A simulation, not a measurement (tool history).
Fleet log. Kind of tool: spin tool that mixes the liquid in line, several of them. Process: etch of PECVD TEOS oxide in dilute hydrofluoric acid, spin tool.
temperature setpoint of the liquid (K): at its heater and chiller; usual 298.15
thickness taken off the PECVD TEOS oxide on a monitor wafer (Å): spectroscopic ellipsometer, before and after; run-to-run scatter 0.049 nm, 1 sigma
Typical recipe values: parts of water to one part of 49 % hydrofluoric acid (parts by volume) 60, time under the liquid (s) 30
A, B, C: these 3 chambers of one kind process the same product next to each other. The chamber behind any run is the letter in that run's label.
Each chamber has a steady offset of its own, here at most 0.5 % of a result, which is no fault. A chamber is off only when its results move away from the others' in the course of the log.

| run | hour | temperature setpoint of the liquid (K) | parts of water to one part of 49 % hydrofluoric acid (parts by volume) | time under the liquid (s) | hours since the thermometer was replaced | hours since the hydrofluoric acid flow meter was replaced | read-back film thickness of the PECVD TEOS oxide reference wafer, read on the same gauge (nm) | thickness taken off the PECVD TEOS oxide on a monitor wafer (Å) |
|---|---|---|---|---|---|---|---|---|
| 1B | 12.4 | 298.15 | 60 | 30 | 905.5 | 705.5 | 99.995 | 96.032 |
| 2A | 22.9 | 298.15 | 60 | 30 | 441.3 | 148.2 | 100.030 | 96.284 |
| 3C | 32.6 | 298.15 | 60 | 30 | 558.9 | 924.8 | 100.000 | 97.020 |
| 4C | 39.8 | 298.15 | 60 | 30 | 566.1 | 932.0 | 99.984 | 97.166 |
| 5A | 48.7 | 298.15 | 60 | 30 | 467.1 | 174.0 | 99.975 | 96.228 |
| 6B | 56.1 | 298.15 | 60 | 30 | 949.2 | 749.2 | 100.010 | 97.129 |
| 7C | 64.9 | 298.15 | 60 | 30 | 591.2 | 957.1 | 99.998 | 97.111 |
| 8A | 71.4 | 298.15 | 60 | 30 | 489.8 | 196.7 | 100.020 | 95.418 |
| 9B | 83.9 | 298.15 | 60 | 30 | 977.0 | 777.0 | 99.980 | 97.042 |
| 10A | 91.6 | 298.15 | 60 | 30 | 510.0 | 216.9 | 99.980 | 95.140 |
| 11C | 98.3 | 298.15 | 60 | 30 | 624.6 | 990.5 | 100.010 | 97.017 |
| 12B | 105.4 | 298.15 | 60 | 30 | 998.5 | 798.5 | 99.987 | 97.692 |
| 13B | 116.1 | 298.15 | 60 | 30 | 1009.2 | 809.2 | 99.996 | 96.982 |
| 14A | 127.0 | 298.15 | 60 | 30 | 545.4 | 252.3 | 100.010 | 95.926 |
| 15C | 138.3 | 301.65 | 60 | 45 | 664.6 | 1030.5 | 100.020 | 165.830 |
| 16B | 144.5 | 301.65 | 60 | 45 | 1037.6 | 837.6 | 100.000 | 170.520 |
| 17A | 156.0 | 301.65 | 60 | 45 | 574.4 | 281.3 | 100.010 | 165.480 |
| 18C | 162.6 | 298.15 | 80 | 45 | 688.9 | 1054.8 | 100.010 | 105.050 |
| 19B | 173.3 | 298.15 | 80 | 45 | 1066.4 | 866.4 | 99.970 | 108.620 |
| 20A | 184.5 | 298.15 | 80 | 45 | 602.9 | 309.8 | 100.010 | 104.820 |
| 21C | 194.7 | 298.15 | 60 | 30 | 721.0 | 1086.9 | 99.998 | 96.492 |
| 22C | 201.5 | 298.15 | 60 | 30 | 727.8 | 1093.7 | 100.020 | 97.000 |
| 23A | 208.3 | 298.15 | 60 | 30 | 626.7 | 333.6 | 99.975 | 96.190 |
| 24B | 215.1 | 298.15 | 60 | 30 | 1108.2 | 908.2 | 99.995 | 100.220 |
| 25A | 226.6 | 298.15 | 60 | 30 | 645.0 | 351.9 | 99.992 | 95.223 |
| 26C | 239.0 | 298.15 | 60 | 30 | 765.3 | 1131.2 | 100.020 | 96.327 |
| 27B | 251.4 | 298.15 | 60 | 30 | 1144.5 | 944.5 | 100.030 | 101.540 |
| 28B | 257.3 | 298.15 | 60 | 30 | 1150.4 | 950.4 | 99.998 | 103.100 |
| 29A | 266.7 | 298.15 | 60 | 20 | 685.1 | 392.0 | 99.997 | 64.519 |
| 30C | 278.9 | 298.15 | 60 | 20 | 805.2 | 1171.1 | 99.983 | 64.686 |
| 31C | 289.3 | 298.15 | 60 | 20 | 815.6 | 1181.5 | 99.976 | 64.585 |
| 32A | 295.9 | 298.15 | 60 | 30 | 714.3 | 421.2 | 100.000 | 95.682 |
| 33B | 302.5 | 298.15 | 45 | 30 | 1195.6 | 995.6 | 100.010 | 141.090 |

Predict what each chamber gives when all 3 of them run the settings below next.
| 34A | 311.4 | 298.15 | 60 | 30 |  |  |  | ? |
| 34B | 311.4 | 298.15 | 60 | 30 |  |  |  | ? |
| 34C | 311.4 | 298.15 | 60 | 30 |  |  |  | ? |

| run | thickness taken off the PECVD TEOS oxide on a monitor wafer (Å) |
|---|---|
| 34A | 95.606 |
| 34B | 104.410 |
| 34C | 96.471 |
